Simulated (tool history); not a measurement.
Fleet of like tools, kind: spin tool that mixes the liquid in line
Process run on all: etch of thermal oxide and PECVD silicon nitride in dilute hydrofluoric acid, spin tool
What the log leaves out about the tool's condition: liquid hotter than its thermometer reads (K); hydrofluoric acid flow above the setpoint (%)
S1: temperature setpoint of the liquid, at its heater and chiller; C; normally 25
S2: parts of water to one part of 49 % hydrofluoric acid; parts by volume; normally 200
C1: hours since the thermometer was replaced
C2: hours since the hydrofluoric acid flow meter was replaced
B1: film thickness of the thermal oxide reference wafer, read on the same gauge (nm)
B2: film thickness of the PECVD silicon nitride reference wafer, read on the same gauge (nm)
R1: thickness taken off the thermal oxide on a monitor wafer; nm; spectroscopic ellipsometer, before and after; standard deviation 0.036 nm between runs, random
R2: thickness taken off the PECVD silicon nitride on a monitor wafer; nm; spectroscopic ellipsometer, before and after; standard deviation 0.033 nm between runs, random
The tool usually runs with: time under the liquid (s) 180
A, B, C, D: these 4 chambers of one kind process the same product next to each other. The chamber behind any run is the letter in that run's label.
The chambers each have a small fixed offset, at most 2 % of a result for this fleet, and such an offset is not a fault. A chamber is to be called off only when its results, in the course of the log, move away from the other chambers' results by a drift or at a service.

Run 1D, hour 6.3: usual settings; C1 957; C2 544.8; B1 99.987; B2 70.025. Result: R1 4.0831 nm, R2 4.0746 nm.
Run 2B, hour 16.9: usual settings; C1 127.3; C2 986; B1 100.02; B2 70.057. Result: R1 4.1232 nm, R2 3.9199 nm.
Run 3A, hour 22.7: usual settings; C1 215.9; C2 498.5; B1 99.959; B2 70.019. Result: R1 4.1181 nm, R2 4.1084 nm.
Run 4C, hour 29.6: usual settings; C1 124.9; C2 96.8; B1 99.971; B2 69.992. Result: R1 4.1506 nm, R2 4.0175 nm.
Run 5D, hour 37.4: usual settings; C1 988.1; C2 575.9; B1 99.966; B2 70.027. Result: R1 4.171 nm, R2 4.085 nm.
Run 6A, hour 48.7: usual settings; C1 241.9; C2 524.5; B1 99.996; B2 69.994. Result: R1 4.0858 nm, R2 4.096 nm.
Run 7B, hour 54: usual settings; C1 164.4; C2 1023.1; B1 99.982; B2 69.989. Result: R1 4.1899 nm, R2 4.0111 nm.
Run 8C, hour 61.4: usual settings; C1 156.7; C2 128.6; B1 100.01; B2 70.001. Result: R1 4.1341 nm, R2 3.9683 nm.
Run 9D, hour 68.7: usual settings; C1 1019.4; C2 607.2; B1 99.988; B2 69.966. Result: R1 4.224 nm, R2 4.0856 nm.
At hour 73: chamber B: hydrofluoric acid flow meter replaced.
Run 10A, hour 77: usual settings but time under the liquid (s) 265; C1 270.2; C2 552.8; B1 100.02; B2 69.991. Result: R1 6.1525 nm, R2 6.1827 nm.
Run 11C, hour 83.4: usual settings but time under the liquid (s) 265; C1 178.7; C2 150.6; B1 100.02; B2 69.974. Result: R1 6.1023 nm, R2 5.8461 nm.
Run 12B, hour 90.8: usual settings but time under the liquid (s) 265; C1 201.2; C2 17.8; B1 100.02; B2 70.018. Result: R1 6.1411 nm, R2 5.8723 nm.
Run 13D, hour 97: usual settings but time under the liquid (s) 265; C1 1047.7; C2 635.5; B1 99.982; B2 69.998. Result: R1 6.1271 nm, R2 6.0122 nm.
Run 14C, hour 104: usual settings; C1 199.3; C2 171.2; B1 99.996; B2 69.98. Result: R1 4.0676 nm, R2 4.0197 nm.
Run 15B, hour 112.6: usual settings; C1 223; C2 39.6; B1 100.03; B2 70.02. Result: R1 4.0966 nm, R2 4.0647 nm.
Run 16A, hour 120.1: usual settings; C1 313.3; C2 595.9; B1 100.03; B2 70.02. Result: R1 4.2702 nm, R2 4.4031 nm.
Run 17A, hour 131.5: usual settings but S1 27.5 C; C1 324.7; C2 607.3; B1 100.03; B2 70.006. Result: R1 4.69 nm, R2 5.0917 nm.
Run 18C, hour 142.6: usual settings but S1 27.5 C; C1 237.9; C2 209.8; B1 100; B2 69.997. Result: R1 4.5969 nm, R2 4.6799 nm.
Run 19D, hour 153.9: usual settings but S1 27.5 C; C1 1104.6; C2 692.4; B1 100.03; B2 70.04. Result: R1 4.5343 nm, R2 4.7757 nm.
Run 20B, hour 160: usual settings but S1 27.5 C; C1 270.4; C2 87; B1 99.96; B2 70.028. Result: R1 4.5619 nm, R2 4.7181 nm.
Run 21C, hour 165.6: usual settings; C1 260.9; C2 232.8; B1 99.979; B2 69.983. Result: R1 4.101 nm, R2 3.9803 nm.
Run 22B, hour 171: usual settings; C1 281.4; C2 98; B1 100.03; B2 70.016. Result: R1 4.2031 nm, R2 3.9675 nm.
Run 23D, hour 180.8: usual settings; C1 1131.5; C2 719.3; B1 99.985; B2 70.022. Result: R1 4.1094 nm, R2 4.0824 nm.
Run 24A, hour 186.8: usual settings; C1 380; C2 662.6; B1 99.992; B2 70.001. Result: R1 4.4319 nm, R2 4.6649 nm.

Which is it: a chamber that has drifted or been left off by a service, a gauge drift common to all chambers, or only each chamber's usual small offset? If a chamber is off, name it and its likeliest cause.

It is chamber A that slowly wanders off from its peers.
Most likely cause: liquid hotter than its thermometer reads (K) = 2.11.

Chamber A could run next with any of the 4 candidate recipes listed below; each alters the usual settings, and their results appear as question marks. Which one brings its results back in line with what the other chambers deliver on the usual settings?
In line means no further than this from the other chambers' mean on the usual settings: R1 0.13 nm; R2 0.12 nm
Run 25A-1, hour 195.1: usual settings but S1 24 C, S2 195 parts by volume, time under the liquid (s) 175. Result: R1 ?, R2 ?.
Run 25A-2, hour 195.1: usual settings but S1 26 C, S2 205 parts by volume, time under the liquid (s) 185. Result: R1 ?, R2 ?.
Run 25A-3, hour 195.1: usual settings but S1 23 C, S2 185 parts by volume, time under the liquid (s) 165. Result: R1 ?, R2 ?.
Run 25A-4, hour 195.1: usual settings but S1 27 C, S2 215 parts by volume, time under the liquid (s) 200. Result: R1 ?, R2 ?.

Mean of the other chambers on the usual settings: R1 4.145 nm; R2 4.0372 nm
  run      R1      R2
25A-1  4.3271  4.3608
25A-2  4.6175  4.9503
25A-3   4.192  4.0711
25A-4  4.8702  5.4124
The right change is 25A-3: it brings the chamber back within the allowed miss of the others.

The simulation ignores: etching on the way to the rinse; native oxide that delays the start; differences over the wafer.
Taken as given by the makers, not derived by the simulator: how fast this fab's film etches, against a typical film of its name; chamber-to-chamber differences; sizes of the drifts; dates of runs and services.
